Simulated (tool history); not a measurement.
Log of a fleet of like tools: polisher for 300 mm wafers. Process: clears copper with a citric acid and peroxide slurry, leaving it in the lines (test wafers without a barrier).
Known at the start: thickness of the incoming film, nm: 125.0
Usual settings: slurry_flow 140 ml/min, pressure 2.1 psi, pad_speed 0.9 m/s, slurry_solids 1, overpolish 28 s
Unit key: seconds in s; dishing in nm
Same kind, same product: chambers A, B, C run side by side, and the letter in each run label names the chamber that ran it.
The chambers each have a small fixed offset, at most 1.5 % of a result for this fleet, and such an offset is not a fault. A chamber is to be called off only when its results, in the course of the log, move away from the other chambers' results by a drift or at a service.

| run | day | slurry_flow | pressure | pad_speed | slurry_solids | overpolish | wafers polished on this pad | hours since the slurry nozzle was cleaned | hours since the head pressure was calibrated | hours since the slurry blender was calibrated | seconds | dishing |
|---|---|---|---|---|---|---|---|---|---|---|---|---|
|  | 0.071 | chamber A: slurry blender recalibrated |
| 1C | 0.229 | 140 | 2.1 | 0.9 | 1 | 28 | 381 | 202.5 | 163 | 106.5 | 85.935 | 26.784 |
| 2A | 0.517 | 140 | 2.1 | 0.9 | 1 | 28 | 287 | 545.9 | 304.3 | 10.8 | 84.847 | 28.141 |
| 3B | 0.783 | 140 | 2.1 | 0.9 | 1 | 28 | 120 | 592.9 | 203.5 | 217.9 | 84.623 | 29.388 |
|  | 0.888 | chamber C: slurry blender recalibrated |
| 4A | 0.971 | 140 | 2.1 | 0.9 | 1 | 28 | 341 | 556.8 | 315.2 | 21.7 | 85.74 | 27.714 |
| 5C | 1.233 | 140 | 2.5 | 0.72 | 1 | 28 | 501 | 226.6 | 187.1 | 8.3 | 90.45 | 28.768 |
| 6B | 1.562 | 140 | 2.5 | 0.72 | 1 | 28 | 213 | 611.6 | 222.2 | 236.6 | 88.661 | 28.784 |
| 7C | 1.833 | 140 | 2.5 | 0.72 | 1 | 28 | 573 | 241 | 201.5 | 22.7 | 90.199 | 27.036 |
| 8A | 2.171 | 140 | 2.1 | 0.9 | 1 | 28 | 484 | 585.6 | 344 | 50.5 | 85.744 | 27.867 |
| 9B | 2.346 | 140 | 2.1 | 0.9 | 1 | 28 | 307 | 630.4 | 241 | 255.4 | 86.564 | 28.967 |
| 10C | 2.596 | 140 | 2.1 | 0.9 | 1 | 28 | 664 | 259.3 | 219.8 | 41 | 84.557 | 28.449 |
| 11B | 2.879 | 140 | 2.1 | 0.9 | 1 | 28 | 370 | 643.2 | 253.8 | 268.2 | 86.489 | 28.94 |
|  | 2.917 | chamber A: slurry nozzle cleaned |
| 12A | 3.062 | 140 | 2.1 | 0.9 | 1 | 28 | 591 | 3.6 | 365.4 | 71.9 | 85.485 | 28.688 |
| 13B | 3.229 | 140 | 2.1 | 0.9 | 1 | 28 | 412 | 651.6 | 262.2 | 276.6 | 86.169 | 28.392 |
| 14A | 3.475 | 140 | 2.1 | 0.9 | 1 | 28 | 640 | 13.5 | 375.3 | 81.8 | 85.686 | 28.816 |
|  | 3.504 | chamber B: slurry blender recalibrated |
| 15C | 3.712 | 140 | 2.1 | 0.9 | 1 | 28 | 797 | 286.1 | 246.6 | 67.8 | 85.146 | 28.345 |
|  | 3.867 | chamber C: worn pad replaced by a new one |
| 16B | 4.021 | 140 | 2.1 | 0.9 | 1 | 28 | 507 | 670.6 | 281.2 | 12.4 | 87.117 | 27.301 |
| 17A | 4.208 | 140 | 2.1 | 0.9 | 1 | 28 | 727 | 31.1 | 392.9 | 99.4 | 86.239 | 27.924 |
| 18C | 4.45 | 140 | 2.1 | 0.9 | 1 | 28 | 69 | 303.8 | 264.3 | 85.5 | 86.631 | 28.044 |
|  | 4.483 | chamber A: slurry blender recalibrated |
|  | 4.488 | chamber C: slurry nozzle cleaned |
| 19A | 4.629 | 140 | 2.1 | 1.12 | 1.25 | 28 | 778 | 41.2 | 403 | 3.6 | 65.72 | 36.459 |
| 20B | 4.804 | 140 | 2.1 | 1.12 | 1.25 | 28 | 600 | 689.4 | 300 | 31.2 | 68.706 | 35.141 |
| 21C | 4.975 | 140 | 2.1 | 1.12 | 1.25 | 28 | 132 | 11.7 | 276.9 | 98.1 | 64.904 | 35.937 |
| 22A | 5.25 | 140 | 2.1 | 0.9 | 1 | 28 | 852 | 56.1 | 417.9 | 18.5 | 84.379 | 29.024 |
| 23B | 5.479 | 140 | 2.1 | 0.9 | 1 | 28 | 681 | 705.6 | 316.2 | 47.4 | 91.924 | 26.259 |
| 24C | 5.833 | 140 | 2.1 | 0.9 | 1 | 28 | 234 | 32.3 | 297.5 | 118.7 | 83.671 | 29.35 |
|  | 5.975 | chamber B: worn pad replaced by a new one |
| 25A | 6 | 140 | 2.1 | 0.9 | 1 | 28 | 941 | 74.1 | 435.9 | 36.5 | 86.333 | 28.404 |
| 26B | 6.271 | 140 | 2.1 | 0.9 | 1 | 28 | 35 | 724.6 | 335.2 | 66.4 | 89.519 | 27.461 |
|  | 6.4 | chamber A: worn pad replaced by a new one |
| 27C | 6.488 | 140 | 2.1 | 0.9 | 1 | 28 | 312 | 48 | 313.2 | 134.4 | 85.393 | 27.858 |
|  | 6.525 | chamber C: slurry blender recalibrated |
| 28C | 6.717 | 140 | 2.1 | 0.9 | 1 | 28 | 340 | 53.5 | 318.7 | 4.6 | 85.004 | 28.547 |
| 29B | 7.058 | 140 | 2.1 | 0.9 | 1 | 28 | 129 | 743.5 | 354.1 | 85.3 | 90.096 | 27.289 |
| 30A | 7.254 | 140 | 1.5 | 0.9 | 1 | 28 | 102 | 104.2 | 466 | 66.6 | 118.22 | 21.51 |
| 31A | 7.529 | 140 | 1.5 | 0.9 | 1 | 28 | 134 | 110.8 | 472.6 | 73.2 | 118.89 | 21.178 |
| 32C | 7.754 | 140 | 1.5 | 0.9 | 1 | 28 | 464 | 78.4 | 343.6 | 29.5 | 118.7 | 21.086 |
| 33B | 8.112 | 140 | 2.1 | 0.9 | 1 | 28 | 255 | 768.8 | 379.4 | 110.6 | 94.086 | 27.406 |
| 34B | 8.454 | 140 | 2.1 | 0.9 | 1 | 43 | 296 | 777 | 387.6 | 118.8 | 92.291 | 38.048 |

Read the log: is a single chamber off, either drifting away or since a service, is the gauge that measures every chamber drifting, or is nothing wrong beyond small per-chamber offsets? Name any odd chamber and what most likely caused it.

Little by little, chamber B moves away from the other chambers.
Most likely cause: head's pressure below its setpoint, % = 9.6.
The log may not tell that from: slurry flow missing at the pad, %.

Which of the 4 candidates below, each the usual settings with something changed and its results left as question marks, puts chamber B back in line with what the other chambers give on the usual settings?
A result is in line if it is within this distance of the other chambers' mean on the usual settings: seconds 3.2 s; dishing 2.1 nm
| 35B-1 | 8.717 | 140 | 2.2 | 0.94 | 1 | 28 |  |  |  |  | ? | ? |
| 35B-2 | 8.717 | 140 | 2 | 0.86 | 1 | 28 |  |  |  |  | ? | ? |
| 35B-3 | 8.717 | 140 | 2.1 | 0.88 | 1 | 28 |  |  |  |  | ? | ? |
| 35B-4 | 8.717 | 140 | 2.1 | 0.92 | 1 | 28 |  |  |  |  | ? | ? |

The mean the other chambers reach with the usual settings: seconds 85.174 s; dishing 28.433 nm
| run | seconds | dishing |
|---|---|---|
| 35B-1 | 85.264 | 28.343 |
| 35B-2 | 101.72 | 24.189 |
| 35B-3 | 94.948 | 25.757 |
| 35B-4 | 91.046 | 26.712 |
It is 35B-1 that realigns the chamber with its peers.

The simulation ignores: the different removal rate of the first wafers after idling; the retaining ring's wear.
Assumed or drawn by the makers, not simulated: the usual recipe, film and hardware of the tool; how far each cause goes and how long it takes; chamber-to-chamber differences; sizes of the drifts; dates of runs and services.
